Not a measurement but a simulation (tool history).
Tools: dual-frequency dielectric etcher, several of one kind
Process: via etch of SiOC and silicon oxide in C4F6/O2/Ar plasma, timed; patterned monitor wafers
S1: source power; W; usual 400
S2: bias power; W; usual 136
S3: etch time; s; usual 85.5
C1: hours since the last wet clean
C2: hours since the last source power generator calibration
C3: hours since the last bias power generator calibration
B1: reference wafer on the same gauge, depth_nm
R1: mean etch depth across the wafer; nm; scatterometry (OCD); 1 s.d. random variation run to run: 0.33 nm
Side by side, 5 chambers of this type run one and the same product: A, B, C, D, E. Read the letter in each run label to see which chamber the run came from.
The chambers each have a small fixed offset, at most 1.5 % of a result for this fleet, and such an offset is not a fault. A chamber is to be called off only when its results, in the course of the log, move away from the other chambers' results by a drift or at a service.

run,hour,S1,S2,S3,C1,C2,C3,B1,R1
1C,3.6,400,136,85.5,457.7,2098.7,1681.7,75.477,87.126
2E,8.5,400,136,85.5,527.0,2477.9,2053.4,75.432,89.103
3D,13.8,400,136,85.5,356.1,1982.8,91.1,75.523,87.444
4B,17.0,400,136,85.5,94.2,2830.8,2420.6,75.464,88.932
5A,21.9,400,136,85.5,134.1,530.8,2027.2,75.541,87.956
6B,27.7,400,136,85.5,104.9,2841.5,2431.3,75.563,87.977
7D,34.1,400,136,85.5,376.4,2003.1,111.4,75.502,87.926
# hour 37.8: chamber E: wet clean of the chamber
8C,40.6,400,136,85.5,494.7,2135.7,1718.7,75.531,87.166
9A,47.4,400,136,85.5,159.6,556.3,2052.7,75.562,88.224
10E,51.2,400,136,85.5,13.5,2520.6,2096.1,75.425,88.718
11B,57.5,400,136,85.5,134.7,2871.3,2461.1,75.509,88.853
12C,62.0,400,136,85.5,516.1,2157.1,1740.1,75.502,87.022
13D,66.5,400,136,85.5,408.8,2035.5,143.8,75.466,87.667
14E,71.3,400,136,85.5,33.6,2540.7,2116.2,75.469,89.106
15A,78.0,400,136,85.5,190.2,586.9,2083.3,75.523,88.048
16B,82.1,400,136,85.5,159.3,2895.9,2485.7,75.485,88.927
17D,86.0,400,136,85.5,428.3,2055.0,163.3,75.461,87.607
18C,91.9,400,124,99.5,546.0,2187.0,1770.0,75.443,99.055
19A,98.3,400,124,99.5,210.5,607.2,2103.6,75.538,99.745
20E,104.6,400,124,99.5,66.9,2574.0,2149.5,75.509,101.330
21C,108.7,400,124,99.5,562.8,2203.8,1786.8,75.484,98.462
# hour 108.8: chamber C: wet clean of the chamber
22B,114.8,400,124,99.5,192.0,2928.6,2518.4,75.542,100.350
23D,120.1,400,136,85.5,462.4,2089.1,197.4,75.512,88.235
24E,123.5,400,136,85.5,85.8,2592.9,2168.4,75.554,89.699
25A,129.0,400,136,85.5,241.2,637.9,2134.3,75.505,88.299
26E,134.7,400,136,85.5,97.0,2604.1,2179.6,75.491,89.232
27D,141.2,400,136,85.5,483.5,2110.2,218.5,75.535,87.549
28A,147.5,400,136,85.5,259.7,656.4,2152.8,75.496,88.386
29C,151.8,400,136,85.5,43.0,2246.9,1829.9,75.559,87.202
30B,157.8,400,136,85.5,235.0,2971.6,2561.4,75.508,88.816
31E,163.2,400,136,85.5,125.5,2632.6,2208.1,75.528,89.114
32C,169.5,400,136,85.5,60.7,2264.6,1847.6,75.459,87.406
33A,174.8,400,156,85.5,287.0,683.7,2180.1,75.489,91.840
34B,179.9,400,156,85.5,257.1,2993.7,2583.5,75.573,92.819
35D,186.8,400,156,85.5,529.1,2155.8,264.1,75.512,91.308
36E,191.9,400,156,85.5,154.2,2661.3,2236.8,75.513,93.151
37B,197.2,400,156,85.5,274.4,3011.0,2600.8,75.556,93.310
38A,202.1,400,109,62.5,314.3,711.0,2207.4,75.450,60.641
39D,208.8,400,109,62.5,551.1,2177.8,286.1,75.433,59.850
40C,215.5,400,109,62.5,106.7,2310.6,1893.6,75.498,60.101

Does one chamber stand apart from the rest, does the shared gauge drift, or is all well apart from small per-chamber offsets? Give the chamber and the most likely cause, where there is one.

The fleet is healthy, with each chamber sitting at its usual small offset and no drift in the gauge.

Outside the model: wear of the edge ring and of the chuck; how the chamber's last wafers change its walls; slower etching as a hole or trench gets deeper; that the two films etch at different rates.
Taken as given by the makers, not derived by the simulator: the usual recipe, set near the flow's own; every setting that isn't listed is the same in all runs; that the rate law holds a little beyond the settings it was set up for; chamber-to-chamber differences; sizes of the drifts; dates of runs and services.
